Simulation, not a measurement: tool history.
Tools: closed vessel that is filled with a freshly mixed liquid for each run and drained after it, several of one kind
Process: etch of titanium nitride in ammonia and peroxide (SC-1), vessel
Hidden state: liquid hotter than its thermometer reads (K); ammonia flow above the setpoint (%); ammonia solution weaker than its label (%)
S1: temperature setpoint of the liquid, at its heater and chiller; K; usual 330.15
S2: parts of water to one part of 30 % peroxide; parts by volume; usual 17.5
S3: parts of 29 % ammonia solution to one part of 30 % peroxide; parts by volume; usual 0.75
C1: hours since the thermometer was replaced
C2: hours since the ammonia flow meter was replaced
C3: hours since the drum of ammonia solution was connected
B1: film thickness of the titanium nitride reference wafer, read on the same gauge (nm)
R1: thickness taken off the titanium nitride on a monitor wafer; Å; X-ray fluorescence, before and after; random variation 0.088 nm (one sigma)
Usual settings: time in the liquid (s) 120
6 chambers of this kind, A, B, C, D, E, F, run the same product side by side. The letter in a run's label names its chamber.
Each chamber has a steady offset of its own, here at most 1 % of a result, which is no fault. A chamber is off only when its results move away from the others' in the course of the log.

{"run": "1F", "hour": 3.5, "S1": 330.15, "S2": 17.5, "S3": 0.75, "time in the liquid (s)": 120, "C1": 545.5, "C2": 483.1, "C3": 39.5, "B1": 89.969, "R1": 116.82}
{"run": "2C", "hour": 10.3, "S1": 330.15, "S2": 17.5, "S3": 0.75, "time in the liquid (s)": 120, "C1": 1558.8, "C2": 1505.2, "C3": 480.8, "B1": 90.034, "R1": 114.09}
{"run": "3E", "hour": 15.1, "S1": 330.15, "S2": 17.5, "S3": 0.75, "time in the liquid (s)": 120, "C1": 1299.1, "C2": 285.4, "C3": 126.4, "B1": 90.045, "R1": 114.23}
{"run": "4D", "hour": 21.9, "S1": 330.15, "S2": 17.5, "S3": 0.75, "time in the liquid (s)": 120, "C1": 557.1, "C2": 1635.8, "C3": 165.1, "B1": 90.018, "R1": 114.66}
{"hour": 22.4, "done": "chamber C: new drum of ammonia solution connected"}
{"hour": 24.2, "done": "chamber A: new drum of ammonia solution connected"}
{"run": "5A", "hour": 29.0, "S1": 330.15, "S2": 17.5, "S3": 0.75, "time in the liquid (s)": 120, "C1": 145.6, "C2": 839.3, "C3": 4.9, "B1": 89.982, "R1": 117.21}
{"run": "6B", "hour": 32.8, "S1": 339.15, "S2": 17.5, "S3": 0.75, "time in the liquid (s)": 120, "C1": 226.2, "C2": 873.2, "C3": 405.1, "B1": 89.971, "R1": 205.78}
{"run": "7C", "hour": 39.3, "S1": 339.15, "S2": 17.5, "S3": 0.75, "time in the liquid (s)": 120, "C1": 1587.8, "C2": 1534.2, "C3": 16.9, "B1": 90.012, "R1": 203.32}
{"run": "8B", "hour": 47.2, "S1": 339.15, "S2": 17.5, "S3": 0.75, "time in the liquid (s)": 120, "C1": 240.6, "C2": 887.6, "C3": 419.5, "B1": 89.987, "R1": 206.74}
{"run": "9F", "hour": 52.2, "S1": 339.15, "S2": 17.5, "S3": 0.75, "time in the liquid (s)": 120, "C1": 594.2, "C2": 531.8, "C3": 88.2, "B1": 89.984, "R1": 209.05}
{"run": "10A", "hour": 57.2, "S1": 339.15, "S2": 17.5, "S3": 0.75, "time in the liquid (s)": 120, "C1": 173.8, "C2": 867.5, "C3": 33.1, "B1": 90.029, "R1": 205.96}
{"run": "11E", "hour": 60.8, "S1": 339.15, "S2": 17.5, "S3": 0.75, "time in the liquid (s)": 120, "C1": 1344.8, "C2": 331.1, "C3": 172.1, "B1": 90.017, "R1": 211.52}
{"run": "12D", "hour": 67.7, "S1": 330.15, "S2": 17.5, "S3": 0.75, "time in the liquid (s)": 120, "C1": 602.9, "C2": 1681.6, "C3": 210.9, "B1": 90.014, "R1": 116.78}
{"run": "13C", "hour": 74.7, "S1": 330.15, "S2": 17.5, "S3": 0.75, "time in the liquid (s)": 120, "C1": 1623.2, "C2": 1569.6, "C3": 52.3, "B1": 90.009, "R1": 113.28}
{"run": "14D", "hour": 81.7, "S1": 330.15, "S2": 17.5, "S3": 0.75, "time in the liquid (s)": 120, "C1": 616.9, "C2": 1695.6, "C3": 224.9, "B1": 89.987, "R1": 117.44}
{"run": "15A", "hour": 89.6, "S1": 330.15, "S2": 17.5, "S3": 0.75, "time in the liquid (s)": 120, "C1": 206.2, "C2": 899.9, "C3": 65.5, "B1": 90.015, "R1": 115.47}
{"run": "16F", "hour": 93.6, "S1": 330.15, "S2": 17.5, "S3": 0.75, "time in the liquid (s)": 165, "C1": 635.6, "C2": 573.2, "C3": 129.6, "B1": 89.983, "R1": 160.33}
{"run": "17E", "hour": 99.1, "S1": 330.15, "S2": 17.5, "S3": 0.75, "time in the liquid (s)": 165, "C1": 1383.1, "C2": 369.4, "C3": 210.4, "B1": 89.984, "R1": 158.59}
{"run": "18B", "hour": 106.2, "S1": 330.15, "S2": 17.5, "S3": 0.75, "time in the liquid (s)": 165, "C1": 299.6, "C2": 946.6, "C3": 478.5, "B1": 90.02, "R1": 160.34}
{"run": "19E", "hour": 112.5, "S1": 330.15, "S2": 17.5, "S3": 0.75, "time in the liquid (s)": 165, "C1": 1396.5, "C2": 382.8, "C3": 223.8, "B1": 90.006, "R1": 159.2}
{"run": "20B", "hour": 116.4, "S1": 330.15, "S2": 17.5, "S3": 0.75, "time in the liquid (s)": 165, "C1": 309.8, "C2": 956.8, "C3": 488.7, "B1": 90.015, "R1": 158.28}
{"run": "21A", "hour": 120.0, "S1": 330.15, "S2": 17.5, "S3": 0.75, "time in the liquid (s)": 165, "C1": 236.6, "C2": 930.3, "C3": 95.9, "B1": 90.0, "R1": 160.78}
{"run": "22C", "hour": 124.7, "S1": 330.15, "S2": 17.5, "S3": 0.75, "time in the liquid (s)": 120, "C1": 1673.2, "C2": 1619.6, "C3": 102.3, "B1": 90.024, "R1": 115.42}
{"hour": 130.1, "done": "chamber C: ammonia flow meter replaced"}
{"run": "23D", "hour": 130.4, "S1": 330.15, "S2": 17.5, "S3": 0.9, "time in the liquid (s)": 120, "C1": 665.6, "C2": 1744.3, "C3": 273.6, "B1": 90.005, "R1": 121.36}
{"run": "24F", "hour": 135.3, "S1": 330.15, "S2": 17.5, "S3": 0.9, "time in the liquid (s)": 120, "C1": 677.3, "C2": 614.9, "C3": 171.3, "B1": 89.988, "R1": 120.14}
{"run": "25D", "hour": 141.4, "S1": 330.15, "S2": 17.5, "S3": 0.9, "time in the liquid (s)": 120, "C1": 676.6, "C2": 1755.3, "C3": 284.6, "B1": 90.01, "R1": 122.81}
{"run": "26F", "hour": 145.2, "S1": 330.15, "S2": 17.5, "S3": 0.9, "time in the liquid (s)": 120, "C1": 687.2, "C2": 624.8, "C3": 181.2, "B1": 89.993, "R1": 120.99}
{"run": "27A", "hour": 148.6, "S1": 330.15, "S2": 17.5, "S3": 0.9, "time in the liquid (s)": 120, "C1": 265.2, "C2": 958.9, "C3": 124.5, "B1": 90.014, "R1": 120.24}
{"run": "28C", "hour": 155.8, "S1": 330.15, "S2": 17.5, "S3": 0.9, "time in the liquid (s)": 120, "C1": 1704.3, "C2": 25.8, "C3": 133.4, "B1": 90.005, "R1": 117.02}
{"run": "29E", "hour": 159.7, "S1": 330.15, "S2": 17.5, "S3": 0.75, "time in the liquid (s)": 120, "C1": 1443.7, "C2": 430.0, "C3": 271.0, "B1": 90.021, "R1": 116.56}
{"run": "30B", "hour": 167.3, "S1": 330.15, "S2": 17.5, "S3": 0.75, "time in the liquid (s)": 120, "C1": 360.7, "C2": 1007.7, "C3": 539.6, "B1": 89.957, "R1": 116.17}
{"run": "31D", "hour": 173.5, "S1": 330.15, "S2": 17.5, "S3": 0.75, "time in the liquid (s)": 120, "C1": 708.7, "C2": 1787.4, "C3": 316.7, "B1": 89.978, "R1": 120.02}
{"run": "32A", "hour": 178.1, "S1": 330.15, "S2": 17.5, "S3": 0.75, "time in the liquid (s)": 120, "C1": 294.7, "C2": 988.4, "C3": 154.0, "B1": 90.018, "R1": 114.77}
{"run": "33E", "hour": 186.0, "S1": 330.15, "S2": 17.5, "S3": 0.75, "time in the liquid (s)": 120, "C1": 1470.0, "C2": 456.3, "C3": 297.3, "B1": 90.01, "R1": 114.97}
{"run": "34F", "hour": 190.9, "S1": 330.15, "S2": 17.5, "S3": 0.75, "time in the liquid (s)": 120, "C1": 732.9, "C2": 670.5, "C3": 226.9, "B1": 89.989, "R1": 115.45}
{"run": "35B", "hour": 195.8, "S1": 330.15, "S2": 17.5, "S3": 0.75, "time in the liquid (s)": 120, "C1": 389.2, "C2": 1036.2, "C3": 568.1, "B1": 89.958, "R1": 116.0}
{"run": "36C", "hour": 201.2, "S1": 330.15, "S2": 17.5, "S3": 0.75, "time in the liquid (s)": 120, "C1": 1749.7, "C2": 71.2, "C3": 178.8, "B1": 89.997, "R1": 115.2}
{"run": "37F", "hour": 207.8, "S1": 330.15, "S2": 17.5, "S3": 0.75, "time in the liquid (s)": 120, "C1": 749.8, "C2": 687.4, "C3": 243.8, "B1": 89.999, "R1": 116.4}
{"run": "38A", "hour": 215.6, "S1": 330.15, "S2": 17.5, "S3": 1.0, "time in the liquid (s)": 120, "C1": 332.2, "C2": 1025.9, "C3": 191.5, "B1": 89.982, "R1": 119.98}
{"run": "39C", "hour": 222.2, "S1": 330.15, "S2": 17.5, "S3": 1.0, "time in the liquid (s)": 120, "C1": 1770.7, "C2": 92.2, "C3": 199.8, "B1": 89.984, "R1": 121.3}
{"run": "40E", "hour": 227.9, "S1": 330.15, "S2": 17.5, "S3": 1.0, "time in the liquid (s)": 120, "C1": 1511.9, "C2": 498.2, "C3": 339.2, "B1": 89.978, "R1": 119.86}
{"run": "41D", "hour": 233.9, "S1": 330.15, "S2": 17.5, "S3": 1.0, "time in the liquid (s)": 120, "C1": 769.1, "C2": 1847.8, "C3": 377.1, "B1": 89.97, "R1": 128.63}

Is one chamber off against the others, does the gauge drift, or is nothing wrong? If a chamber is off, say which, and what the likeliest cause is.

Chamber D drifts away from the others.
Cause: liquid hotter than its thermometer reads (K) = 0.885.

Here are 4 candidates for chamber D's next run, each the usual settings with a change, their results left as question marks. Which one brings its results back in line with what the others give on the usual settings?
In line means no further than this from the other chambers' mean on the usual settings: R1 3.10 Å
{"run": "42D-1", "hour": 239.6, "S1": 330.15, "S2": 17.5, "S3": 0.55, "time in the liquid (s)": 120, "R1": "?"}
{"run": "42D-2", "hour": 239.6, "S1": 330.15, "S2": 17.5, "S3": 0.75, "time in the liquid (s)": 105, "R1": "?"}
{"run": "42D-3", "hour": 239.6, "S1": 332.15, "S2": 17.5, "S3": 0.75, "time in the liquid (s)": 120, "R1": "?"}
{"run": "42D-4", "hour": 239.6, "S1": 330.15, "S2": 17.5, "S3": 1.05, "time in the liquid (s)": 120, "R1": "?"}

The other chambers' mean on the usual settings: R1 115.59 Å
run=42D-1 R1=116.89
run=42D-2 R1=108.15
run=42D-3 R1=141.04
run=42D-4 R1=130.97
42D-1 brings the chamber back in line.

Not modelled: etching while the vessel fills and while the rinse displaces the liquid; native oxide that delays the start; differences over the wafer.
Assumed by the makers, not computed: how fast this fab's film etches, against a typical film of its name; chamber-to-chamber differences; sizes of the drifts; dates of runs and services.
